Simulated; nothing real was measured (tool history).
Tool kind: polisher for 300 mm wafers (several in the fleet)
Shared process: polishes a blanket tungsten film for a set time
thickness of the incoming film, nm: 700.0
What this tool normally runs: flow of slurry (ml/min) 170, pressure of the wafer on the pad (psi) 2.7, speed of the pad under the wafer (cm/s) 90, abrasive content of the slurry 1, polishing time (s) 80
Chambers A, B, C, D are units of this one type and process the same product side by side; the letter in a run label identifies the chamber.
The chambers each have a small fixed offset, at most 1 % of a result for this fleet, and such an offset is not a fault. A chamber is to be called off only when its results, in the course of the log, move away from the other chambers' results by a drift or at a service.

run   hour  flow of slurry (ml/min)  pressure of the wafer on the pad (psi)  speed of the pad under the wafer (cm/s)  abrasive content of the slurry  polishing time (s)  wafers polished on this pad  hours since the slurry nozzle was cleaned  hours since the head pressure was calibrated  hours since the slurry blender was calibrated  hours since the slurry got fresh peroxide  film removed (Å)
 1A    3.2                      170                                     2.7                                       90                               1                  80                          183                                        472                                         819.1                                           29.1                                       22.3            1985.7
 2D    7.1                      170                                     2.7                                       90                               1                  80                          806                                      248.8                                         313.4                                          284.3                                       15.9              1982
 3B    9.4                      170                                     2.7                                       90                               1                  80                          459                                      245.8                                         310.2                                            113                                       55.6            1994.3
      12.6  -- chamber C: slurry tank refilled with fresh slurry and peroxide
 4C   12.6                      170                                     2.7                                       90                               1                  80                          469                                      105.6                                         404.3                                          402.9                                          0            1987.6
 5C   15.2                      170                                     2.7                                       90                               1                  80                          488                                      108.2                                         406.9                                          405.5                                        2.6            1997.8
      15.7  -- chamber D: slurry blender recalibrated
      17.3  -- chamber B: slurry nozzle cleaned
 6B   19.2                      170                                     2.7                                       90                               1                  80                          531                                          2                                           320                                          122.8                                       65.4            1989.9
 7D     24                      170                                     2.7                                      118                               1                  61                          931                                      265.7                                         330.3                                            8.4                                       32.8            2015.6
 8A   28.6                      170                                     2.7                                      118                               1                  61                          371                                      497.4                                         844.5                                           54.5                                       47.7            1972.2
      32.1  -- chamber B: slurry tank refilled with fresh slurry and peroxide
 9D   32.9                      170                                     2.7                                      118                               1                  61                          997                                      274.6                                         339.2                                           17.3                                       41.7            1976.1
      34.2  -- chamber A: slurry tank refilled with fresh slurry and peroxide
10A   37.7                      170                                     2.7                                      118                               1                  61                          439                                      506.5                                         853.6                                           63.6                                        3.6            1964.2
11C   40.8                      170                                     2.7                                      102                               1                  80                          678                                      133.8                                         432.5                                          431.1                                       28.2            2290.2
12B   43.6                      170                                     2.7                                      102                               1                  80                          712                                       26.4                                         344.4                                          147.2                                       11.5            2260.2
13B   47.6                      170                                     2.7                                      102                               1                  80                          742                                       30.4                                         348.4                                          151.2                                       15.5              2253
14C     52                      170                                     2.7                                      102                               1                  80                          761                                        145                                         443.7                                          442.3                                       39.4            2267.8
15A   54.9                      170                                     2.7                                       90                               1                  80                          566                                      523.7                                         870.8                                           80.8                                       20.8            1948.5
        55  -- chamber C: worn pad replaced by a new one
      58.6  -- chamber B: head pressure recalibrated
16D   58.8                      170                                     2.7                                       90                               1                  80                         1189                                      300.5                                         365.1                                           43.2                                       67.6            1985.5
      59.6  -- chamber D: worn pad replaced by a new one
17D   62.6                      170                                     2.7                                       90                               1                  80                           22                                      304.3                                         368.9                                             47                                       71.4            2011.1
18A   66.2                      170                                     2.7                                       90                               1                  80                          650                                        535                                         882.1                                           92.1                                       32.1            1936.6
19B   68.3                      170                                     2.7                                       90                               1                  80                          895                                       51.1                                           9.7                                          171.9                                       36.2              2000
      68.4  -- chamber D: head pressure recalibrated
20C   71.3                      170                                     2.7                                       90                               1                  80                          121                                      164.3                                           463                                          461.6                                       58.7            2010.6
21C   75.9                      170                                     2.7                                       90                               1                  80                          155                                      168.9                                         467.6                                          466.2                                       63.3            1989.8
22B   80.1                      170                                     2.7                                       90                            1.25                  58                          983                                       62.9                                          21.5                                          183.7                                         48            1538.4
23A   84.1                      170                                     2.7                                       90                            1.25                  58                          783                                      552.9                                           900                                            110                                         50            1468.1
      84.5  -- chamber A: slurry tank refilled with fresh slurry and peroxide
24D   86.4                      170                                     2.7                                       90                            1.25                  58                          198                                      328.1                                            18                                           70.8                                       95.2            1520.6
25B   89.4                      170                                     2.7                                       90                            1.25                  58                         1052                                       72.2                                          30.8                                            193                                       57.3            1540.5
      90.2  -- chamber D: slurry nozzle cleaned
26D     93                      170                                     2.3                                       90                               1                  80                          247                                        2.9                                          24.6                                           77.4                                      101.8            1708.4
27C   95.2                      170                                     2.3                                       90                               1                  80                          298                                      188.2                                         486.9                                          485.5                                       82.6            1707.5
28A   99.5                      170                                     2.3                                       90                               1                  80                          897                                      568.3                                         915.4                                          125.4                                       15.1            1615.3
29A  102.4                      170                                     2.3                                       90                               1                  80                          918                                      571.2                                         918.3                                          128.3                                         18            1616.4
     103.3  -- chamber D: slurry tank refilled with fresh slurry and peroxide
     103.9  -- chamber C: slurry blender recalibrated
30C  105.5                      170                                     2.7                                       90                               1                  80                          374                                      198.5                                         497.2                                            1.6                                       92.9            2013.3
     107.5  -- chamber B: slurry tank refilled with fresh slurry and peroxide
31D  109.9                      170                                     2.7                                       90                               1                  80                          373                                       19.8                                          41.5                                           94.3                                        6.6            1994.1
32B  112.4                      170                                     2.7                                       90                               1                  80                         1222                                       95.2                                          53.8                                            216                                        4.9              1988
33B  115.3                      170                                     2.7                                       90                               1                  80                         1244                                       98.1                                          56.7                                          218.9                                        7.8            2001.6
34D  117.7                      170                                     2.7                                       90                               1                  80                          430                                       27.6                                          49.3                                          102.1                                       14.4            2005.7
     119.5  -- chamber B: slurry blender recalibrated
35A    121                      170                                     2.7                                       90                               1                  80                         1056                                      589.8                                         936.9                                          146.9                                       36.6            1875.3
     123.2  -- chamber C: slurry tank refilled with fresh slurry and peroxide
36C  125.5                      170                                     2.7                                       90                               1                  80                          522                                      218.5                                         517.2                                           21.6                                        2.4            2011.9
37D  129.8                      170                                     2.7                                       80                             1.1                  80                          520                                       39.7                                          61.4                                          114.2                                       26.5            1812.3
     132.6  -- chamber A: slurry blender recalibrated
     133.3  -- chamber B: worn pad replaced by a new one
38C  133.3                      170                                     2.7                                       80                             1.1                  80                          580                                      226.3                                           525                                           29.4                                       10.2            1813.9
     135.3  -- chamber A: slurry tank refilled with fresh slurry and peroxide
39B  137.8                      170                                     2.7                                       80                             1.1                  80                           33                                      120.6                                          79.2                                           18.3                                       30.3            1824.2
40A  140.6                      170                                     2.7                                       80                             1.1                  80                         1201                                      609.4                                         956.5                                            8.1                                        5.3            1683.1
41A  142.8                      170                                     2.7                                       90                               1                  80                         1218                                      611.6                                         958.7                                           10.3                                        7.5              1861
42D  145.6                      170                                     2.7                                       90                               1                  80                          637                                       55.5                                          77.2                                            130                                       42.3            2020.2

Is one chamber out of step, is the gauge drifting, or do the chambers differ by no more than their own small offsets? For an off chamber, give its letter and the likeliest cause.

It is chamber A that slowly wanders off from its peers.
Cause: removal rate lost through wear of the pad, % = 7.89.
It could be hard to tell apart here from: slurry flow missing at the pad, %; head's pressure below its setpoint, %.

Below are 4 candidate recipes for chamber A's next run, each the usual settings with a change, their results shown as question marks. Which of them brings A's results back in line with what the other chambers give on the usual settings?
In line here means within this much of the mean the other chambers give on the usual settings: film removed (Å) 42
43A-1  149.1                      170                                     2.8                                       94                               1                  80                                                                                                                                                                                                                                 ?
43A-2  149.1                      170                                     2.5                                       90                               1                  80                                                                                                                                                                                                                                 ?
43A-3  149.1                      170                                     2.7                                       88                               1                  79                                                                                                                                                                                                                                 ?
43A-4  149.1                      170                                     2.7                                       92                               1                  81                                                                                                                                                                                                                                 ?

Other chambers, usual settings, mean: film removed (Å) 2001.7
  run  film removed (Å)
43A-1            2003.6
43A-2            1710.1
43A-3            1784.6
43A-4            1913.5
43A-1 puts the chamber back in line with the other chambers.
